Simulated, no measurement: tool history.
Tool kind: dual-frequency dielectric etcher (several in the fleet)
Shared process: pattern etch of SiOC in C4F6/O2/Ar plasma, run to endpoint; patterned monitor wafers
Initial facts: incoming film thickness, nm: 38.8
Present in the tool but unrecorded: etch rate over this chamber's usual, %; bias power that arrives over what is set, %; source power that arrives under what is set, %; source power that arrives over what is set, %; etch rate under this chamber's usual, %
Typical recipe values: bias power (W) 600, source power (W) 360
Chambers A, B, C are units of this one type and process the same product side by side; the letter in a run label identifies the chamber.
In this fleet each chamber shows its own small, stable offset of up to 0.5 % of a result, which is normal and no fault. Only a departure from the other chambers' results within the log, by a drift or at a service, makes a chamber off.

| run | hour | bias power (W) | source power (W) | hours since the last wet clean | hours since the last bias power generator calibration | hours since the last source power generator calibration | endpoint time (s) |
|---|---|---|---|---|---|---|---|
| 1C | 3.5 | 600 | 360 | 420.1 | 829.6 | 3456 | 12.622 |
| 2B | 9.5 | 600 | 360 | 200.1 | 3523.7 | 5106.6 | 12.662 |
| 3A | 15.1 | 600 | 360 | 379.9 | 1511.1 | 2917.1 | 12.624 |
|  | 16.7 | chamber B: source power generator calibrated |
| 4C | 19.5 | 600 | 360 | 436.1 | 845.6 | 3472 | 12.581 |
| 5A | 24 | 600 | 360 | 388.8 | 1520 | 2926 | 12.595 |
| 6B | 29.2 | 600 | 360 | 219.8 | 3543.4 | 12.6 | 12.656 |
| 7A | 35.1 | 693 | 290 | 399.9 | 1531.1 | 2937.1 | 12.907 |
| 8C | 40.7 | 693 | 290 | 457.3 | 866.8 | 3493.2 | 12.912 |
| 9B | 46.1 | 693 | 290 | 236.7 | 3560.3 | 29.5 | 12.905 |
|  | 47.7 | chamber C: wet clean of the chamber |
| 10C | 50.4 | 600 | 360 | 2.8 | 876.5 | 3502.9 | 12.564 |
| 11B | 53.1 | 600 | 360 | 243.7 | 3567.3 | 36.5 | 12.633 |
| 12A | 55.8 | 600 | 360 | 420.6 | 1551.8 | 2957.8 | 12.663 |
| 13C | 60.9 | 600 | 360 | 13.3 | 887 | 3513.4 | 12.595 |
| 14B | 64.3 | 650 | 360 | 254.9 | 3578.5 | 47.7 | 12.309 |
| 15A | 68.4 | 650 | 360 | 433.2 | 1564.4 | 2970.4 | 12.208 |
| 16C | 72.4 | 650 | 360 | 24.8 | 898.5 | 3524.9 | 12.238 |
| 17B | 77.6 | 600 | 360 | 268.2 | 3591.8 | 61 | 12.705 |
| 18A | 80.7 | 600 | 360 | 445.5 | 1576.7 | 2982.7 | 12.63 |
| 19C | 85.2 | 600 | 360 | 37.6 | 911.3 | 3537.7 | 12.704 |
| 20A | 88.9 | 600 | 360 | 453.7 | 1584.9 | 2990.9 | 12.535 |
| 21B | 91.6 | 600 | 360 | 282.2 | 3605.8 | 75 | 12.643 |
| 22A | 94.8 | 600 | 360 | 459.6 | 1590.8 | 2996.8 | 12.612 |
| 23B | 97.9 | 600 | 360 | 288.5 | 3612.1 | 81.3 | 12.731 |
| 24C | 102 | 600 | 360 | 54.4 | 928.1 | 3554.5 | 12.594 |
| 25B | 106.9 | 600 | 360 | 297.5 | 3621.1 | 90.3 | 12.695 |
| 26A | 113 | 600 | 360 | 477.8 | 1609 | 3015 | 12.675 |
|  | 114 | chamber A: source power generator calibrated |
| 27C | 118.4 | 600 | 360 | 70.8 | 944.5 | 3570.9 | 12.686 |
| 28A | 121.5 | 528 | 360 | 486.3 | 1617.5 | 7.6 | 13.358 |
| 29B | 127 | 528 | 360 | 317.6 | 3641.2 | 110.4 | 13.36 |
| 30C | 132.8 | 528 | 360 | 85.2 | 958.9 | 3585.3 | 13.353 |
| 31C | 137.8 | 600 | 360 | 90.2 | 963.9 | 3590.3 | 12.682 |
| 32B | 142.3 | 600 | 360 | 332.9 | 3656.5 | 125.7 | 12.665 |
| 33A | 148.3 | 600 | 360 | 513.1 | 1644.3 | 34.4 | 12.665 |
| 34A | 154.3 | 600 | 360 | 519.1 | 1650.3 | 40.4 | 12.618 |
| 35B | 159.3 | 600 | 420 | 349.9 | 3673.5 | 142.7 | 11.985 |
| 36C | 162.9 | 600 | 420 | 115.3 | 989 | 3615.4 | 11.941 |
|  | 164.3 | chamber A: wet clean of the chamber |
| 37B | 165.9 | 600 | 420 | 356.5 | 3680.1 | 149.3 | 12.025 |
| 38C | 170.3 | 600 | 360 | 122.7 | 996.4 | 3622.8 | 12.666 |
| 39A | 175.3 | 600 | 360 | 11 | 1671.3 | 61.4 | 12.725 |
| 40C | 181.4 | 600 | 360 | 133.8 | 1007.5 | 3633.9 | 12.673 |
| 41B | 187.5 | 600 | 360 | 378.1 | 3701.7 | 170.9 | 12.709 |
| 42A | 190.5 | 600 | 360 | 26.2 | 1686.5 | 76.6 | 12.612 |
| 43B | 195.8 | 600 | 360 | 386.4 | 3710 | 179.2 | 12.676 |
| 44C | 200.3 | 683 | 400 | 152.7 | 1026.4 | 3652.8 | 11.523 |

What goes on in this fleet: one chamber off, a drifting gauge, or nothing beyond the chambers' own small offsets? Name the chamber and the cause, if any.

No chamber is off and the gauge is stable; the differences are just each chamber's small, constant offset.
